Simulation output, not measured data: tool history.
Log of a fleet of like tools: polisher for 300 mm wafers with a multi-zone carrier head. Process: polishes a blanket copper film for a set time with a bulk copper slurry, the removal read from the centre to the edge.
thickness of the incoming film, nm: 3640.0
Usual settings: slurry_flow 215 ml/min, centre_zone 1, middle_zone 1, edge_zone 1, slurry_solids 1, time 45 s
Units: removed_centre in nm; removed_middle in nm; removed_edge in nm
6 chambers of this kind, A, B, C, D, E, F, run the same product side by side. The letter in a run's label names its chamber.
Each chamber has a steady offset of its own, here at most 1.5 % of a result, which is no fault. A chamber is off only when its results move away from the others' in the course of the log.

run,hour,slurry_flow,centre_zone,middle_zone,edge_zone,slurry_solids,time,removed_centre,removed_middle,removed_edge
1F,4.4,215,1,1,1,1,45,280.84,281.99,285.11
# hour 5.8: chamber D: centre zone pressure recalibrated
2C,9.7,215,1,1,1,1,45,282.91,275.01,274.78
3D,13.5,215,1,1,1,1,45,274.02,280.57,279.94
4E,18.9,215,1,1,1,1,45,283.61,279.03,276.9
5A,23.5,215,1,1,1.09,1,45,277.41,280.73,286.42
# hour 24.7: chamber D: worn pad replaced by a new one
6B,27.3,215,1,1,1.09,1,45,276.75,276.57,288.68
7C,33.5,215,1,1,1.09,1,45,277.77,275.79,294.31
8F,38.7,215,1,1,1.09,1,45,274.13,279.73,290.46
# hour 43.1: chamber A: slurry nozzle cleaned
9B,45.3,215,1,1,1.09,1,45,272.9,271.06,297.32
10D,50.5,215,1,1,1.09,1,45,276.69,280.22,290.09
11A,55.5,215,1,1,1,1,45,278.98,282.68,280.59
12E,62,215,1,1,1,1,45,282.1,282.31,274.25
# hour 64.5: chamber F: slurry nozzle cleaned
# hour 65.1: chamber E: worn pad replaced by a new one
13D,66.2,215,1,1,1,1,45,276.23,275.18,281.53
# hour 66.9: chamber A: worn pad replaced by a new one
14A,72.9,215,1,1,1,1,45,282.04,281.38,279.91
# hour 73: chamber E: slurry nozzle cleaned
15E,77.6,215,1,1,1,1,45,289.58,272.17,273.91
16C,83,155,1,0.92,1,1,45,255.14,244.8,272.72
17B,87.7,155,1,0.92,1,1,45,250.15,233,261.52
18F,90.7,155,1,0.92,1,1,45,260.58,245.25,269.55
19B,95.4,155,1,0.92,1,1,45,252.35,236.76,263.18
# hour 96.5: chamber F: worn pad replaced by a new one
# hour 98.7: chamber D: worn pad replaced by a new one
20F,101.6,155,1,0.92,1,1,45,263.9,242,267.09
21C,106.9,155,1,0.92,1,1,45,263.36,250.89,264.69
22D,111.9,215,1,1,1,1,45,276.9,274.15,280.63
23E,115,215,1,1,1,1,45,283.14,275.84,277.74
# hour 116.1: chamber E: edge zone pressure recalibrated
24A,121,215,1,1,1,1,45,283.13,274.97,281.1
25A,127.7,215,1,1,1,1,45,275.87,284.71,282.18
26F,130.8,215,1,1,1,1,45,277.49,280.04,282.41
# hour 132.2: chamber C: worn pad replaced by a new one
27C,136,215,1,0.96,1,1,51,312.27,309.75,318.31
# hour 137.4: chamber E: worn pad replaced by a new one
28B,142.8,215,1,0.96,1,1,51,290.74,274.39,293.97
29D,147.5,215,1,0.96,1,1,51,311.91,302.98,319.65
30E,152.1,215,1,0.96,1,1,51,316.69,300.83,313.64
# hour 153.8: chamber A: worn pad replaced by a new one
31E,155.3,215,1,0.96,1,1,51,321.91,304.81,311.94
32F,159,215,1,0.96,1,1,51,318.36,302.92,315.82
33C,165.1,215,1,1,0.93,1,45,278.9,275.28,268.31
34D,170.4,215,1,1,0.93,1,45,287.19,279.58,271.34
35B,175,215,1,1,0.93,1,45,252.53,243.46,243.46
36A,180.4,215,1,1,0.93,1,45,276.35,287.5,271
37F,187.2,215,1,1,0.93,1,45,278.38,287.43,266.21
38B,194,215,1,1,0.93,1,45,245.84,243.49,237.31

Next, every chamber runs the same settings. What will each give?
39A,198.9,215,1,1,1,1,45,?,?,?
39B,198.9,215,1,1,1,1,45,?,?,?
39C,198.9,215,1,1,1,1,45,?,?,?
39D,198.9,215,1,1,1,1,45,?,?,?
39E,198.9,215,1,1,1,1,45,?,?,?
39F,198.9,215,1,1,1,1,45,?,?,?

run,removed_centre,removed_middle,removed_edge
39A,273.47,278.33,277.56
39B,251.27,247.44,244.25
39C,280.62,282.93,285.06
39D,281.95,278.81,281.47
39E,273.39,280.63,282.47
39F,286.17,282.02,277.11
